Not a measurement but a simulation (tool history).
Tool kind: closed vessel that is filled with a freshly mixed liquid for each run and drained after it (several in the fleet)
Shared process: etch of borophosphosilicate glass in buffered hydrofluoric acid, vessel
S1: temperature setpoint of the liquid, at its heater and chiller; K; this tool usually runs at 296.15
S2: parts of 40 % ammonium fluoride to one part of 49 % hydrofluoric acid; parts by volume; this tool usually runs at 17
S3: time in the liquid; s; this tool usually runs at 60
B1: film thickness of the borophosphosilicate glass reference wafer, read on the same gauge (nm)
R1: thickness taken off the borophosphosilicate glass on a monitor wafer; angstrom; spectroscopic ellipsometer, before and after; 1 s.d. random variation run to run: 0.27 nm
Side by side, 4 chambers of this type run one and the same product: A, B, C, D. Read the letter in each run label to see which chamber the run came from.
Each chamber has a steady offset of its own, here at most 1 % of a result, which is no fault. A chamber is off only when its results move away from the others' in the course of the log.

Run 1B, hour 8.5: usual settings; B1 90.000. Result: R1 592.06 angstrom.
Run 2A, hour 13.1: usual settings; B1 90.050. Result: R1 594.33 angstrom.
Run 3C, hour 16.9: usual settings; B1 90.034. Result: R1 598.43 angstrom.
Run 4D, hour 21.9: usual settings; B1 90.006. Result: R1 596.65 angstrom.
Run 5D, hour 28.3: usual settings but S1 292.65 K, S3 85 s; B1 89.995. Result: R1 696.05 angstrom.
Run 6B, hour 34.9: usual settings but S1 292.65 K, S3 85 s; B1 89.991. Result: R1 695.93 angstrom.
Run 7A, hour 39.9: usual settings but S1 292.65 K, S3 85 s; B1 89.966. Result: R1 693.55 angstrom.
Run 8C, hour 44.5: usual settings but S1 292.65 K, S3 85 s; B1 90.001. Result: R1 704.39 angstrom.
Run 9B, hour 50.3: usual settings; B1 90.004. Result: R1 589.67 angstrom.
Run 10A, hour 55.4: usual settings; B1 89.979. Result: R1 595.55 angstrom.
Run 11C, hour 62.1: usual settings; B1 89.980. Result: R1 594.38 angstrom.
Run 12D, hour 67.8: usual settings; B1 89.989. Result: R1 594.86 angstrom.
Run 13A, hour 72.8: usual settings; B1 90.028. Result: R1 600.22 angstrom.
Run 14B, hour 77.0: usual settings; B1 89.960. Result: R1 604.75 angstrom.
Run 15D, hour 83.0: usual settings; B1 89.966. Result: R1 592.04 angstrom.
Run 16C, hour 87.5: usual settings; B1 90.003. Result: R1 599.27 angstrom.
At hour 92.0: chamber D: hydrofluoric acid flow meter replaced.
Run 17B, hour 93.3: usual settings; B1 89.982. Result: R1 611.95 angstrom.
Run 18A, hour 99.6: usual settings; B1 90.011. Result: R1 598.36 angstrom.
Run 19C, hour 105.3: usual settings; B1 89.975. Result: R1 596.14 angstrom.
Run 20D, hour 110.8: usual settings but S2 23 parts by volume, S3 90 s; B1 90.032. Result: R1 684.46 angstrom.
Run 21C, hour 119.2: usual settings but S2 23 parts by volume, S3 90 s; B1 90.008. Result: R1 693.25 angstrom.
Run 22D, hour 123.0: usual settings but S2 23 parts by volume, S3 90 s; B1 89.973. Result: R1 681.87 angstrom.
Run 23B, hour 129.8: usual settings but S2 23 parts by volume, S3 90 s; B1 90.001. Result: R1 730.66 angstrom.
Run 24A, hour 138.2: usual settings; B1 89.971. Result: R1 597.71 angstrom.

One chamber off, gauge drift, or nothing amiss beyond the chambers' own small offsets? If it is a chamber, which one, and what is the likeliest cause?

Little by little, chamber B moves away from the other chambers.
Most likely cause: liquid hotter than its thermometer reads (K) = 1.13.
The log may not tell that from: hydrofluoric acid flow above the setpoint (%).

Which of the 4 candidates below, each the usual settings with something changed and its results left as question marks, puts chamber B back in line with what the other chambers give on the usual settings?
In-line tolerance around the mean of the other chambers on the usual settings: R1 9.50 angstrom
Run 25B-1, hour 144.3: usual settings but S2 18.0 parts by volume. Result: R1 ?.
Run 25B-2, hour 144.3: usual settings but S1 295.65 K, S2 18.5 parts by volume. Result: R1 ?.
Run 25B-3, hour 144.3: usual settings but S2 16.0 parts by volume. Result: R1 ?.
Run 25B-4, hour 144.3: usual settings but S2 16.5 parts by volume, S3 65 s. Result: R1 ?.

The mean the other chambers reach with the usual settings: R1 595.48 angstrom
  run      R1
25B-1  598.70
25B-2  566.57
25B-3  673.79
25B-4  707.77
25B-1 brings the chamber back in line.

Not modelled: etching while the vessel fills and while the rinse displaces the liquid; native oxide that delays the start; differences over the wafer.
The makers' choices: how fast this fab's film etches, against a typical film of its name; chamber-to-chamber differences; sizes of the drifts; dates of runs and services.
